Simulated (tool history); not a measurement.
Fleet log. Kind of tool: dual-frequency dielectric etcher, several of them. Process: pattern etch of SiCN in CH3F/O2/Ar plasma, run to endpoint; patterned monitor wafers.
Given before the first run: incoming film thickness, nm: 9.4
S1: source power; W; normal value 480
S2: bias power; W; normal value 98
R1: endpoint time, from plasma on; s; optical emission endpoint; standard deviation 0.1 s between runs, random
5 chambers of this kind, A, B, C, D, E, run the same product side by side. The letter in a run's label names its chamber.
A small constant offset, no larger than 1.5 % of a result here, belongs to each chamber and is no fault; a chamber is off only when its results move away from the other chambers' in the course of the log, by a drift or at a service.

| run | day | S1 | S2 | R1 |
|---|---|---|---|---|
| 1E | 0.412 | 480 | 98 | 20.908 |
| 2C | 0.933 | 480 | 98 | 20.951 |
| 3B | 1.475 | 480 | 98 | 20.873 |
| 4D | 1.812 | 480 | 98 | 21.333 |
| 5A | 2.217 | 480 | 98 | 20.957 |
|  | 2.475 | chamber C: wet clean of the chamber |
| 6E | 2.712 | 480 | 98 | 21.041 |
| 7D | 3.154 | 480 | 98 | 21.215 |
| 8B | 3.708 | 480 | 98 | 20.852 |
| 9C | 4.158 | 480 | 98 | 21.004 |
| 10A | 4.592 | 480 | 98 | 21.067 |
| 11B | 5.054 | 480 | 98 | 20.734 |
|  | 5.117 | chamber D: source power generator calibrated |
| 12A | 5.696 | 480 | 98 | 20.943 |
| 13E | 6.225 | 480 | 98 | 21.012 |
| 14C | 6.796 | 480 | 98 | 21.087 |
|  | 7.329 | chamber A: wet clean of the chamber |
| 15D | 7.329 | 480 | 98 | 21.14 |
| 16B | 7.696 | 480 | 98 | 20.892 |
| 17C | 8.046 | 540 | 98 | 20.068 |
| 18E | 8.408 | 540 | 98 | 20.104 |
| 19D | 8.738 | 540 | 98 | 20.151 |
|  | 8.838 | chamber E: source power generator calibrated |
| 20A | 9.292 | 540 | 98 | 20.212 |
| 21A | 9.954 | 540 | 98 | 19.939 |
| 22C | 10.529 | 600 | 109 | 18.71 |
| 23D | 11.204 | 600 | 109 | 18.57 |
|  | 11.812 | chamber B: wet clean of the chamber |
| 24E | 11.871 | 600 | 109 | 18.669 |
| 25B | 12.233 | 600 | 109 | 18.487 |
| 26C | 12.529 | 600 | 109 | 18.748 |
| 27D | 12.838 | 480 | 98 | 20.717 |
| 28A | 13.246 | 480 | 98 | 20.852 |
| 29E | 13.608 | 480 | 98 | 20.859 |
| 30B | 14.142 | 480 | 98 | 20.963 |
| 31C | 14.596 | 480 | 98 | 20.95 |
| 32E | 15.125 | 480 | 98 | 20.793 |
| 33A | 15.583 | 530 | 120 | 18.866 |
| 34D | 15.992 | 530 | 120 | 18.384 |
| 35B | 16.404 | 530 | 120 | 18.729 |
| 36D | 17.021 | 530 | 120 | 18.407 |
| 37C | 17.462 | 530 | 120 | 18.505 |
| 38A | 17.854 | 480 | 98 | 20.785 |
| 39B | 18.196 | 480 | 98 | 21.001 |
| 40E | 18.804 | 480 | 98 | 21.099 |
| 41C | 19.162 | 480 | 98 | 20.897 |
| 42B | 19.55 | 480 | 98 | 20.792 |
| 43E | 19.896 | 480 | 98 | 21.054 |
| 44A | 20.3 | 480 | 98 | 21.002 |

Predict what each chamber gives when all 5 of them run the settings below next.
| 45A | 20.783 | 550 | 98 | ? |
| 45B | 20.783 | 550 | 98 | ? |
| 45C | 20.783 | 550 | 98 | ? |
| 45D | 20.783 | 550 | 98 | ? |
| 45E | 20.783 | 550 | 98 | ? |

| run | R1 |
|---|---|
| 45A | 19.922 |
| 45B | 19.818 |
| 45C | 19.716 |
| 45D | 19.161 |
| 45E | 19.678 |

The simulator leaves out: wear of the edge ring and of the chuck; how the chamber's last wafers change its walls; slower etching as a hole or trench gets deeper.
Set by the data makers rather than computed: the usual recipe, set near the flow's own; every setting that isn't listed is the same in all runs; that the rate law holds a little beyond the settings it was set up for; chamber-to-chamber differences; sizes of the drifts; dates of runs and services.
